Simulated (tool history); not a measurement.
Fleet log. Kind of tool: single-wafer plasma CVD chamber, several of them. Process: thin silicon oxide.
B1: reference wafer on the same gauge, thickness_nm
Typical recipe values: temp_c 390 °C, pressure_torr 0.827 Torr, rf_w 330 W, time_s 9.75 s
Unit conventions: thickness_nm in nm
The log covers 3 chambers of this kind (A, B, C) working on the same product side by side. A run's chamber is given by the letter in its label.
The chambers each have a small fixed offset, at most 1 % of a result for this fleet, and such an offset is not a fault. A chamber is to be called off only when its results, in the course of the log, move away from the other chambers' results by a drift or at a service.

run 1A hour=14.1 | temp_c=390 pressure_torr=0.827 rf_w=330 time_s=9.75 | B1=18.999 | thickness_nm=19.301
run 2C hour=24.2 | temp_c=390 pressure_torr=0.827 rf_w=330 time_s=9.75 | B1=19.000 | thickness_nm=19.236
run 3B hour=35.0 | temp_c=390 pressure_torr=0.827 rf_w=330 time_s=9.75 | B1=19.006 | thickness_nm=19.339
run 4B hour=47.3 | temp_c=390 pressure_torr=0.827 rf_w=330 time_s=9.75 | B1=18.983 | thickness_nm=19.106
run 5C hour=55.7 | temp_c=390 pressure_torr=0.827 rf_w=330 time_s=7.95 | B1=18.988 | thickness_nm=15.845
run 6A hour=69.9 | temp_c=390 pressure_torr=0.827 rf_w=330 time_s=7.95 | B1=18.964 | thickness_nm=15.930
run 7B hour=82.6 | temp_c=390 pressure_torr=0.827 rf_w=330 time_s=7.95 | B1=19.004 | thickness_nm=15.754
run 8A hour=95.3 | temp_c=390 pressure_torr=0.827 rf_w=330 time_s=9.75 | B1=18.987 | thickness_nm=19.378
run 9C hour=104.8 | temp_c=390 pressure_torr=0.827 rf_w=330 time_s=9.75 | B1=18.973 | thickness_nm=19.276
run 10A hour=112.7 | temp_c=390 pressure_torr=0.827 rf_w=330 time_s=9.75 | B1=18.996 | thickness_nm=19.481
run 11B hour=126.9 | temp_c=390 pressure_torr=0.827 rf_w=330 time_s=9.75 | B1=19.006 | thickness_nm=19.210
run 12C hour=143.2 | temp_c=390 pressure_torr=0.827 rf_w=330 time_s=9.75 | B1=18.986 | thickness_nm=19.417
run 13A hour=158.1 | temp_c=390 pressure_torr=0.827 rf_w=330 time_s=9.75 | B1=18.995 | thickness_nm=19.455
run 14B hour=174.2 | temp_c=377 pressure_torr=0.827 rf_w=330 time_s=9.75 | B1=19.003 | thickness_nm=19.355
run 15C hour=188.1 | temp_c=377 pressure_torr=0.827 rf_w=330 time_s=9.75 | B1=19.018 | thickness_nm=19.275
run 16B hour=197.9 | temp_c=377 pressure_torr=0.827 rf_w=330 time_s=9.75 | B1=19.000 | thickness_nm=19.282
-- hour=207.9 chamber C: capacitance manometer re-zeroed and calibrated
run 17A hour=213.8 | temp_c=390 pressure_torr=0.827 rf_w=330 time_s=9.75 | B1=19.007 | thickness_nm=19.479
run 18C hour=226.0 | temp_c=390 pressure_torr=0.827 rf_w=330 time_s=9.75 | B1=19.014 | thickness_nm=18.224
run 19B hour=236.2 | temp_c=390 pressure_torr=0.827 rf_w=330 time_s=9.75 | B1=19.006 | thickness_nm=19.345
run 20A hour=248.2 | temp_c=376 pressure_torr=0.827 rf_w=330 time_s=8.12 | B1=19.016 | thickness_nm=16.305
run 21C hour=260.2 | temp_c=376 pressure_torr=0.827 rf_w=330 time_s=8.12 | B1=19.019 | thickness_nm=15.247
run 22B hour=274.6 | temp_c=376 pressure_torr=0.827 rf_w=330 time_s=8.12 | B1=18.984 | thickness_nm=16.197
run 23A hour=286.7 | temp_c=390 pressure_torr=0.827 rf_w=330 time_s=9.75 | B1=18.998 | thickness_nm=19.370
run 24C hour=301.8 | temp_c=390 pressure_torr=0.827 rf_w=290 time_s=10.56 | B1=19.010 | thickness_nm=18.741
run 25C hour=312.8 | temp_c=390 pressure_torr=0.827 rf_w=290 time_s=10.56 | B1=19.004 | thickness_nm=18.778
run 26B hour=320.5 | temp_c=390 pressure_torr=0.827 rf_w=290 time_s=10.56 | B1=19.008 | thickness_nm=19.823
run 27A hour=335.4 | temp_c=390 pressure_torr=0.827 rf_w=330 time_s=9.75 | B1=18.986 | thickness_nm=19.416
run 28B hour=347.8 | temp_c=390 pressure_torr=0.827 rf_w=330 time_s=9.75 | B1=18.988 | thickness_nm=19.061
run 29C hour=363.4 | temp_c=390 pressure_torr=0.827 rf_w=365 time_s=9.75 | B1=18.983 | thickness_nm=19.025
run 30A hour=375.1 | temp_c=390 pressure_torr=0.827 rf_w=365 time_s=9.75 | B1=18.979 | thickness_nm=20.281
run 31A hour=383.8 | temp_c=390 pressure_torr=0.827 rf_w=365 time_s=9.75 | B1=18.999 | thickness_nm=20.095
run 32C hour=399.9 | temp_c=390 pressure_torr=0.827 rf_w=330 time_s=9.75 | B1=19.011 | thickness_nm=18.171
run 33B hour=409.9 | temp_c=390 pressure_torr=0.827 rf_w=330 time_s=9.75 | B1=18.983 | thickness_nm=19.244
run 34C hour=417.6 | temp_c=395 pressure_torr=0.944 rf_w=330 time_s=9.75 | B1=18.995 | thickness_nm=20.525
run 35B hour=427.5 | temp_c=395 pressure_torr=0.944 rf_w=330 time_s=9.75 | B1=19.005 | thickness_nm=21.389
run 36A hour=440.3 | temp_c=395 pressure_torr=0.944 rf_w=330 time_s=9.75 | B1=19.020 | thickness_nm=21.648
run 37C hour=455.1 | temp_c=390 pressure_torr=0.827 rf_w=330 time_s=9.75 | B1=18.986 | thickness_nm=18.306
run 38B hour=468.2 | temp_c=390 pressure_torr=0.827 rf_w=330 time_s=9.75 | B1=19.002 | thickness_nm=19.224
-- hour=477.9 chamber A: capacitance manometer re-zeroed and calibrated
run 39A hour=482.8 | temp_c=390 pressure_torr=0.827 rf_w=330 time_s=9.75 | B1=19.000 | thickness_nm=19.462
run 40C hour=494.3 | temp_c=390 pressure_torr=0.947 rf_w=330 time_s=9.75 | B1=18.999 | thickness_nm=20.553
run 41B hour=506.9 | temp_c=390 pressure_torr=0.947 rf_w=330 time_s=9.75 | B1=19.005 | thickness_nm=21.604

Does one chamber stand apart from the rest, does the shared gauge drift, or is all well apart from small per-chamber offsets? Give the chamber and the most likely cause, where there is one.

Chamber C came out of a service off from its peers and stayed that way.
What lies behind it: true pressure below the setpoint (%) = 5.5.

Chamber C could run next with any of the 4 candidate recipes listed below; each alters the usual settings, and their results appear as question marks. Which one brings its results back in line with what the other chambers deliver on the usual settings?
In line here means within this much of the mean the other chambers give on the usual settings: thickness_nm 0.300 nm
run 42C-1 hour=518.6 | temp_c=390 pressure_torr=0.827 rf_w=285 time_s=9.75 | thickness_nm=?
run 42C-2 hour=518.6 | temp_c=390 pressure_torr=0.774 rf_w=325 time_s=9.34 | thickness_nm=?
run 42C-3 hour=518.6 | temp_c=390 pressure_torr=0.884 rf_w=330 time_s=10.19 | thickness_nm=?
run 42C-4 hour=518.6 | temp_c=388 pressure_torr=0.827 rf_w=380 time_s=9.75 | thickness_nm=?

Mean of the other chambers on the usual settings: thickness_nm 19.303 nm
run=42C-1 thickness_nm=17.286
run=42C-2 thickness_nm=16.327
run=42C-3 thickness_nm=20.369
run=42C-4 thickness_nm=19.310
42C-4 is the one that brings the chamber's results back in line with the other chambers.
